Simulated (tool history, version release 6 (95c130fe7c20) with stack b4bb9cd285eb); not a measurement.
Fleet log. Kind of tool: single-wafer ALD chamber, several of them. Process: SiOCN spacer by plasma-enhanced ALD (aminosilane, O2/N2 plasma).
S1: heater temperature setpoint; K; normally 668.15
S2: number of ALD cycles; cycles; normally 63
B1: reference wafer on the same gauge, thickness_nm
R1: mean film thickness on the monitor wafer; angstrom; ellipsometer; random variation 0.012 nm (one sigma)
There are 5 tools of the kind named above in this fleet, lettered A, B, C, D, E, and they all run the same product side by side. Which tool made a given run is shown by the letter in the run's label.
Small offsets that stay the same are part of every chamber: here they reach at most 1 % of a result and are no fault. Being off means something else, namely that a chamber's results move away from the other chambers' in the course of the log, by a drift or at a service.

run 1B hour=12.3 | S1=668.15 S2=63 | B1=3.7889 | R1=38.033
run 2C hour=20.1 | S1=668.15 S2=63 | B1=3.7850 | R1=37.585
run 3D hour=30.1 | S1=668.15 S2=63 | B1=3.7909 | R1=38.164
run 4A hour=45.7 | S1=668.15 S2=63 | B1=3.7931 | R1=38.450
run 5E hour=54.2 | S1=668.15 S2=63 | B1=3.7898 | R1=37.991
run 6D hour=69.1 | S1=668.15 S2=63 | B1=3.7909 | R1=38.359
run 7C hour=79.7 | S1=668.15 S2=63 | B1=3.7924 | R1=37.625
run 8A hour=91.5 | S1=668.15 S2=63 | B1=3.7902 | R1=38.061
run 9B hour=103.0 | S1=668.15 S2=63 | B1=3.7873 | R1=37.976
run 10E hour=118.1 | S1=668.15 S2=63 | B1=3.7907 | R1=37.863
run 11A hour=132.4 | S1=668.15 S2=63 | B1=3.7910 | R1=37.887
run 12E hour=140.8 | S1=668.15 S2=75 | B1=3.7891 | R1=45.026
run 13C hour=148.2 | S1=668.15 S2=75 | B1=3.7904 | R1=44.710
run 14B hour=160.2 | S1=668.15 S2=75 | B1=3.7870 | R1=45.351
run 15D hour=167.2 | S1=668.15 S2=75 | B1=3.7914 | R1=45.782
run 16A hour=175.5 | S1=668.15 S2=75 | B1=3.7869 | R1=45.443
run 17C hour=187.6 | S1=668.15 S2=63 | B1=3.7910 | R1=37.775
run 18E hour=195.9 | S1=656.15 S2=58 | B1=3.7895 | R1=34.730
run 19D hour=203.6 | S1=656.15 S2=58 | B1=3.7924 | R1=35.176
run 20B hour=217.9 | S1=656.15 S2=58 | B1=3.7888 | R1=34.976
run 21B hour=225.5 | S1=656.15 S2=58 | B1=3.7909 | R1=35.006
run 22E hour=237.2 | S1=656.15 S2=58 | B1=3.7885 | R1=34.950
run 23A hour=248.6 | S1=668.15 S2=63 | B1=3.7920 | R1=38.096
run 24C hour=258.0 | S1=668.15 S2=63 | B1=3.7921 | R1=37.561
run 25D hour=271.5 | S1=668.15 S2=63 | B1=3.7895 | R1=38.237
run 26D hour=283.9 | S1=668.15 S2=63 | B1=3.7881 | R1=38.412
run 27C hour=298.8 | S1=668.15 S2=63 | B1=3.7888 | R1=37.551
run 28A hour=312.2 | S1=668.15 S2=63 | B1=3.7890 | R1=38.239
run 29B hour=326.1 | S1=668.15 S2=52 | B1=3.7906 | R1=31.375
run 30E hour=334.4 | S1=668.15 S2=52 | B1=3.7903 | R1=31.124
run 31D hour=342.9 | S1=668.15 S2=52 | B1=3.7868 | R1=31.560
run 32C hour=356.0 | S1=668.15 S2=52 | B1=3.7905 | R1=31.156
run 33E hour=371.6 | S1=668.15 S2=52 | B1=3.7881 | R1=31.310
run 34A hour=382.0 | S1=668.15 S2=63 | B1=3.7907 | R1=38.280
run 35B hour=395.7 | S1=668.15 S2=63 | B1=3.7887 | R1=38.014
run 36E hour=405.2 | S1=668.15 S2=63 | B1=3.7891 | R1=37.857
run 37D hour=417.5 | S1=668.15 S2=63 | B1=3.7895 | R1=38.377
run 38A hour=424.6 | S1=668.15 S2=63 | B1=3.7901 | R1=38.309
run 39B hour=434.2 | S1=668.15 S2=63 | B1=3.7911 | R1=37.991
run 40C hour=443.9 | S1=668.15 S2=63 | B1=3.7907 | R1=37.789
run 41B hour=452.5 | S1=668.15 S2=63 | B1=3.7896 | R1=38.103
run 42C hour=463.0 | S1=679.15 S2=70 | B1=3.7912 | R1=40.755

Predict what each chamber gives when all 5 of them run the settings below next.
run 43A hour=474.5 | S1=668.15 S2=68 | R1=?
run 43B hour=474.5 | S1=668.15 S2=68 | R1=?
run 43C hour=474.5 | S1=668.15 S2=68 | R1=?
run 43D hour=474.5 | S1=668.15 S2=68 | R1=?
run 43E hour=474.5 | S1=668.15 S2=68 | R1=?

run=43A R1=41.085
run=43B R1=40.919
run=43C R1=40.759
run=43D R1=41.390
run=43E R1=40.741
